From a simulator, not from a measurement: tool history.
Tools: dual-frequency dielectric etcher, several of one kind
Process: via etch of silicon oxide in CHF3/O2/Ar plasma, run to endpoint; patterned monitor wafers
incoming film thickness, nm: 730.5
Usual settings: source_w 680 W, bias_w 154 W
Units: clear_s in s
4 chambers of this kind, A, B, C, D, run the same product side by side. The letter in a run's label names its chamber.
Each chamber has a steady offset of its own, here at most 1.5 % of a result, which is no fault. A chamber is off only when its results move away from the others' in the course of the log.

run,hour,source_w,bias_w,clear_s
1B,8.1,680,154,376.67
2A,17.1,680,154,374.47
3D,23.0,680,154,377.77
4C,29.3,680,154,365.27
5D,37.8,680,154,377.28
6B,45.2,680,154,373.71
7C,52.7,680,154,368.33
8A,57.8,680,154,375.15
9B,67.9,680,154,375.15
10D,77.0,680,154,375.05
11C,83.5,680,154,365.80
12A,88.1,680,154,375.18
13D,93.6,680,154,374.14
14A,102.6,680,154,374.04
15C,111.3,680,154,365.46
16B,117.7,680,154,373.40
17C,128.2,680,154,365.34
18B,135.2,680,154,374.05
19A,140.6,680,154,374.95
# hour 141.9: chamber C: wet clean of the chamber
# hour 150.1: chamber B: wet clean of the chamber
20D,150.8,680,154,372.88
21B,158.0,680,154,372.37
22C,165.7,680,154,367.05
23D,175.3,680,154,375.94
24A,181.7,680,154,371.22
25B,188.8,680,154,375.01
26D,193.6,680,154,378.25
27C,202.8,680,154,366.88
28A,213.3,680,154,373.71
# hour 217.3: chamber A: wet clean of the chamber
29B,219.3,680,135,392.92
30C,228.2,680,135,383.99
31A,237.7,680,135,386.74
32D,244.0,680,135,400.27
33A,250.6,680,154,374.28
34D,257.2,680,154,380.54
35B,262.0,680,154,375.19
36C,272.3,680,154,368.34
37C,277.8,680,154,367.39
38B,282.4,680,154,374.89
39D,289.6,680,154,383.10
40A,296.6,680,154,375.08
41A,305.8,680,133,393.38
42D,312.4,680,133,402.15
43B,321.1,680,133,394.11

All 4 chambers run these settings next. Forecast each chamber's results:
44A,328.8,680,122,?
44B,328.8,680,122,?
44C,328.8,680,122,?
44D,328.8,680,122,?

run,clear_s
44A,400.49
44B,403.17
44C,391.99
44D,412.92
